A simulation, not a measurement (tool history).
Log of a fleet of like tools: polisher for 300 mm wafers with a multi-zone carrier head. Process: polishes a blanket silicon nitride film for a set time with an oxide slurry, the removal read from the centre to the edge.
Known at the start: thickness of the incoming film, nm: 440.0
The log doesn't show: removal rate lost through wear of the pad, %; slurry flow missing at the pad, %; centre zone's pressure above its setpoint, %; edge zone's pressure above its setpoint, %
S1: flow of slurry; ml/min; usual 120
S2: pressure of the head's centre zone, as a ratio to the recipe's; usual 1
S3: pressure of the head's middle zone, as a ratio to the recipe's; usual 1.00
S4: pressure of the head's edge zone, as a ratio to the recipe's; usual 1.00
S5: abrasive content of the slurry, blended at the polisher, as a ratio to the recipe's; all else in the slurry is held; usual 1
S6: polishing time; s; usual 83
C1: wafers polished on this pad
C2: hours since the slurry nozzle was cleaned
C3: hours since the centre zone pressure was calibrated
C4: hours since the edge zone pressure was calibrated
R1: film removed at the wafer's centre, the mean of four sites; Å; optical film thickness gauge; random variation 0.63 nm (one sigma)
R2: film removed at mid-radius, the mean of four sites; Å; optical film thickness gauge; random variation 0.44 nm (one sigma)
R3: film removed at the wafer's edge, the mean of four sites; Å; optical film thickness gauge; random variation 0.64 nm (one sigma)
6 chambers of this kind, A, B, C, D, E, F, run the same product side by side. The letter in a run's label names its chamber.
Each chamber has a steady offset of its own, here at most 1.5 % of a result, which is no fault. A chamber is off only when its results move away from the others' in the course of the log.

| run | day | S1 | S2 | S3 | S4 | S5 | S6 | C1 | C2 | C3 | C4 | R1 | R2 | R3 |
|---|---|---|---|---|---|---|---|---|---|---|---|---|---|---|
| 1D | 0.288 | 120 | 1 | 1.00 | 1.00 | 1 | 83 | 574 | 77.7 | 500.6 | 213.7 | 605.98 | 603.26 | 613.26 |
|  | 0.362 | chamber A: worn pad replaced by a new one |
| 2B | 0.467 | 120 | 1 | 1.00 | 1.00 | 1 | 83 | 660 | 151.3 | 138.6 | 410.6 | 608.27 | 600.45 | 618.76 |
| 3F | 0.675 | 120 | 1 | 1.00 | 1.00 | 1 | 83 | 566 | 102.3 | 1149.0 | 177.9 | 604.01 | 606.96 | 604.70 |
| 4A | 0.896 | 120 | 1 | 1.00 | 1.00 | 1 | 83 | 134 | 126.0 | 532.0 | 699.6 | 598.69 | 613.98 | 606.94 |
| 5E | 1.167 | 145 | 1 | 1.00 | 1.00 | 1 | 83 | 665 | 81.6 | 101.1 | 545.9 | 617.69 | 629.69 | 620.79 |
|  | 1.425 | chamber E: worn pad replaced by a new one |
| 6C | 1.433 | 145 | 1 | 1.00 | 1.00 | 1 | 83 | 982 | 135.2 | 118.9 | 292.6 | 632.39 | 632.33 | 611.03 |
| 7D | 1.575 | 145 | 1 | 1.00 | 1.00 | 1 | 83 | 897 | 108.6 | 531.5 | 244.6 | 625.47 | 623.20 | 629.23 |
|  | 1.579 | chamber B: worn pad replaced by a new one |
| 8C | 1.704 | 145 | 1 | 1.00 | 1.00 | 1 | 83 | 1050 | 141.7 | 125.4 | 299.1 | 639.42 | 634.15 | 623.93 |
| 9F | 1.888 | 145 | 1 | 1.00 | 1.00 | 1 | 83 | 870 | 131.4 | 1178.1 | 207.0 | 633.02 | 629.67 | 627.16 |
| 10E | 2.033 | 145 | 1 | 1.00 | 1.00 | 1 | 83 | 153 | 102.4 | 121.9 | 566.7 | 627.81 | 628.60 | 625.43 |
|  | 2.283 | chamber C: worn pad replaced by a new one |
| 11B | 2.325 | 120 | 1 | 1.00 | 1.00 | 1 | 83 | 187 | 195.9 | 183.2 | 455.2 | 595.42 | 604.13 | 604.60 |
| 12A | 2.558 | 120 | 1 | 1.00 | 1.00 | 1 | 83 | 551 | 165.9 | 571.9 | 739.5 | 600.93 | 606.52 | 607.62 |
| 13D | 2.729 | 120 | 1 | 1.00 | 1.00 | 1 | 83 | 1187 | 136.3 | 559.2 | 272.3 | 599.44 | 599.06 | 603.52 |
| 14F | 2.917 | 120 | 1 | 1.00 | 1.00 | 1 | 83 | 1128 | 156.1 | 1202.8 | 231.7 | 602.19 | 610.92 | 612.81 |
|  | 3.050 | chamber D: worn pad replaced by a new one |
| 15B | 3.204 | 120 | 1 | 1.00 | 1.00 | 1 | 83 | 408 | 217.0 | 204.3 | 476.3 | 595.42 | 588.02 | 600.55 |
| 16E | 3.417 | 120 | 1 | 1.00 | 1.11 | 1 | 83 | 500 | 135.6 | 155.1 | 599.9 | 603.40 | 611.81 | 638.92 |
| 17C | 3.683 | 120 | 1 | 1.00 | 1.11 | 1 | 83 | 352 | 189.2 | 172.9 | 346.6 | 612.72 | 600.58 | 639.78 |
|  | 3.771 | chamber F: worn pad replaced by a new one |
| 18A | 3.850 | 120 | 1 | 1.00 | 1.11 | 1 | 83 | 875 | 196.9 | 602.9 | 770.5 | 606.03 | 604.01 | 625.84 |
| 19E | 4.079 | 120 | 1 | 1.00 | 1.11 | 1 | 83 | 666 | 151.5 | 171.0 | 615.8 | 592.61 | 610.76 | 647.18 |
| 20C | 4.275 | 120 | 1 | 1.00 | 1.11 | 1 | 83 | 500 | 203.4 | 187.1 | 360.8 | 616.04 | 603.94 | 640.10 |
|  | 4.392 | chamber B: worn pad replaced by a new one |
| 21D | 4.546 | 120 | 1 | 1.00 | 1.11 | 1 | 83 | 375 | 179.9 | 602.8 | 315.9 | 607.80 | 601.55 | 637.47 |
| 22A | 4.762 | 120 | 1 | 0.91 | 1.00 | 1 | 83 | 1104 | 218.8 | 624.8 | 792.4 | 601.93 | 557.17 | 599.67 |
| 23B | 4.938 | 120 | 1 | 0.91 | 1.00 | 1 | 83 | 137 | 258.6 | 245.9 | 517.9 | 578.01 | 532.19 | 590.45 |
|  | 4.962 | chamber E: worn pad replaced by a new one |
| 24F | 5.225 | 120 | 1 | 0.91 | 1.00 | 1 | 83 | 364 | 211.5 | 1258.2 | 287.1 | 605.29 | 556.79 | 609.43 |
| 25B | 5.488 | 120 | 1 | 0.91 | 1.00 | 1 | 83 | 275 | 271.8 | 259.1 | 531.1 | 571.87 | 523.44 | 584.92 |
| 26C | 5.633 | 120 | 1 | 0.91 | 1.00 | 1 | 83 | 841 | 236.0 | 219.7 | 393.4 | 610.72 | 550.39 | 612.41 |
| 27A | 5.767 | 120 | 1 | 0.91 | 1.00 | 1 | 83 | 1356 | 242.9 | 648.9 | 816.5 | 600.81 | 557.09 | 603.77 |
| 28D | 5.962 | 120 | 1 | 1.00 | 1.00 | 1 | 83 | 730 | 213.9 | 636.8 | 349.9 | 606.07 | 606.59 | 600.50 |
| 29E | 6.096 | 120 | 1 | 1.00 | 1.00 | 1 | 83 | 284 | 199.9 | 219.4 | 664.2 | 594.93 | 603.67 | 593.73 |
| 30F | 6.292 | 120 | 1 | 1.00 | 1.00 | 1 | 83 | 632 | 237.1 | 1283.8 | 312.7 | 609.01 | 609.21 | 608.74 |
|  | 6.442 | chamber A: worn pad replaced by a new one |
| 31A | 6.500 | 120 | 1 | 1.00 | 1.00 | 1 | 83 | 14 | 260.5 | 666.5 | 834.1 | 607.28 | 597.45 | 612.59 |
| 32B | 6.729 | 120 | 1 | 1.00 | 1.00 | 1 | 83 | 586 | 301.6 | 288.9 | 560.9 | 557.68 | 569.20 | 579.40 |
| 33C | 6.892 | 120 | 1 | 1.00 | 1.00 | 1 | 83 | 1157 | 266.2 | 249.9 | 423.6 | 603.97 | 608.96 | 610.94 |
| 34F | 7.104 | 140 | 1 | 1.00 | 1.00 | 1 | 83 | 836 | 256.6 | 1303.3 | 332.2 | 626.71 | 628.05 | 616.99 |
| 35D | 7.288 | 140 | 1 | 1.00 | 1.00 | 1 | 83 | 1063 | 245.7 | 668.6 | 381.7 | 636.14 | 623.76 | 635.66 |
| 36E | 7.433 | 140 | 1 | 1.00 | 1.00 | 1 | 83 | 620 | 232.0 | 251.5 | 696.3 | 621.50 | 626.24 | 620.62 |
|  | 7.475 | chamber D: worn pad replaced by a new one |
| 37D | 7.571 | 140 | 1 | 1.00 | 1.00 | 1 | 83 | 24 | 252.5 | 675.4 | 388.5 | 630.08 | 626.17 | 628.07 |
|  | 7.733 | chamber B: worn pad replaced by a new one |
| 38B | 7.779 | 140 | 1 | 1.00 | 1.00 | 1 | 83 | 12 | 326.8 | 314.1 | 586.1 | 576.45 | 582.78 | 584.69 |
| 39E | 7.992 | 140 | 1 | 1.00 | 1.00 | 1 | 83 | 760 | 245.4 | 264.9 | 709.7 | 619.49 | 623.19 | 616.21 |
| 40F | 8.288 | 100 | 1 | 1.00 | 1.00 | 1 | 83 | 1133 | 285.0 | 1331.7 | 360.6 | 573.54 | 573.04 | 590.10 |

Next, every chamber runs the same settings. What will each give?
| 41A | 8.500 | 120 | 1 | 1.00 | 1.00 | 1 | 83 |  |  |  |  | ? | ? | ? |
| 41B | 8.500 | 120 | 1 | 1.00 | 1.00 | 1 | 83 |  |  |  |  | ? | ? | ? |
| 41C | 8.500 | 120 | 1 | 1.00 | 1.00 | 1 | 83 |  |  |  |  | ? | ? | ? |
| 41D | 8.500 | 120 | 1 | 1.00 | 1.00 | 1 | 83 |  |  |  |  | ? | ? | ? |
| 41E | 8.500 | 120 | 1 | 1.00 | 1.00 | 1 | 83 |  |  |  |  | ? | ? | ? |
| 41F | 8.500 | 120 | 1 | 1.00 | 1.00 | 1 | 83 |  |  |  |  | ? | ? | ? |

| run | R1 | R2 | R3 |
|---|---|---|---|
| 41A | 607.84 | 605.18 | 596.06 |
| 41B | 548.99 | 539.97 | 570.93 |
| 41C | 610.37 | 595.92 | 600.75 |
| 41D | 607.64 | 601.13 | 610.25 |
| 41E | 605.55 | 609.85 | 604.57 |
| 41F | 616.68 | 604.59 | 603.56 |
